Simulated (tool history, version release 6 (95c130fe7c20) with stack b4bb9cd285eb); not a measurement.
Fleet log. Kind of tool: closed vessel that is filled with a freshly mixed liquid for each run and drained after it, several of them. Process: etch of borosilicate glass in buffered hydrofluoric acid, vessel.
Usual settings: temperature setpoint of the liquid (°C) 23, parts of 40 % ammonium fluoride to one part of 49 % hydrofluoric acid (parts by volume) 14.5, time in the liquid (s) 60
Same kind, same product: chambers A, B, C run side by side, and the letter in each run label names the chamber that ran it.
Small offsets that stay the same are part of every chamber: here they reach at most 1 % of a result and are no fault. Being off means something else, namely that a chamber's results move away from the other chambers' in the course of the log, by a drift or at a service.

run,hour,temperature setpoint of the liquid (°C),parts of 40 % ammonium fluoride to one part of 49 % hydrofluoric acid (parts by volume),time in the liquid (s),hours since the thermometer was replaced,hours since the hydrofluoric acid flow meter was replaced,"read-back film thickness of the borosilicate glass reference wafer, read on the same gauge (nm)",thickness taken off the borosilicate glass on a monitor wafer (nm)
1B,10.2,23,14.5,60,1671.3,348.5,60.013,49.197
2A,21.1,23,14.5,60,366.3,1419.0,60.009,48.601
3C,29.4,23,14.5,60,1959.3,420.2,59.996,49.305
4B,37.8,23,14.5,60,1698.9,376.1,60.000,49.272
5A,43.7,23,14.5,60,388.9,1441.6,59.976,49.224
6C,50.2,23,14.5,60,1980.1,441.0,60.011,49.088
7B,55.7,23,14.5,60,1716.8,394.0,59.982,49.449
8A,61.5,23,14.5,60,406.7,1459.4,59.998,49.161
# hour 67.1: chamber C: thermometer replaced
9C,69.6,23,20.0,60,2.6,460.4,59.988,35.921
10C,77.7,23,20.0,60,10.7,468.5,60.006,35.668
11A,85.2,23,20.0,60,430.4,1483.1,60.021,36.242
12B,94.6,23,14.5,60,1755.7,432.9,60.008,49.318
13B,104.5,23,14.5,60,1765.6,442.8,60.013,49.050
14C,114.9,23,14.5,60,47.9,505.7,59.974,48.192
15A,125.5,19,14.5,70,470.7,1523.4,59.984,46.291
16C,132.7,19,14.5,70,65.7,523.5,60.003,45.277
17B,137.8,19,14.5,70,1798.9,476.1,60.002,45.527
18A,145.4,23,14.5,60,490.6,1543.3,60.000,49.623
19A,156.2,23,19.0,60,501.4,1554.1,60.018,37.839
20C,165.4,23,19.0,60,98.4,556.2,59.998,36.542
21B,172.2,23,19.0,60,1833.3,510.5,59.989,37.503
22C,183.1,23,14.5,60,116.1,573.9,60.020,47.731
23B,193.1,23,14.5,60,1854.2,531.4,59.978,49.529
24A,198.3,23,14.5,60,543.5,1596.2,60.015,49.292
25A,207.0,23,14.5,60,552.2,1604.9,60.011,49.602
26B,213.2,23,14.5,60,1874.3,551.5,60.005,48.563
27C,224.4,23,14.5,60,157.4,615.2,60.001,46.685
28A,233.4,23,14.5,60,578.6,1631.3,59.989,49.830
29C,238.8,21,14.5,60,171.8,629.6,60.034,41.926
30B,249.5,21,14.5,60,1910.6,587.8,59.993,44.066
31A,258.2,21,14.5,60,603.4,1656.1,60.018,44.113
32B,265.1,23,14.5,60,1926.2,603.4,59.986,49.205
33C,275.9,23,14.5,60,208.9,666.7,60.024,46.355
34C,282.5,23,14.5,40,215.5,673.3,59.988,30.689
35A,290.8,23,14.5,40,636.0,1688.7,59.992,33.208

All 3 chambers run these settings next. Forecast each chamber's results:
36A,298.8,23,14.5,60,,,,?
36B,298.8,23,14.5,60,,,,?
36C,298.8,23,14.5,60,,,,?

run,thickness taken off the borosilicate glass on a monitor wafer (nm)
36A,49.361
36B,49.150
36C,45.901
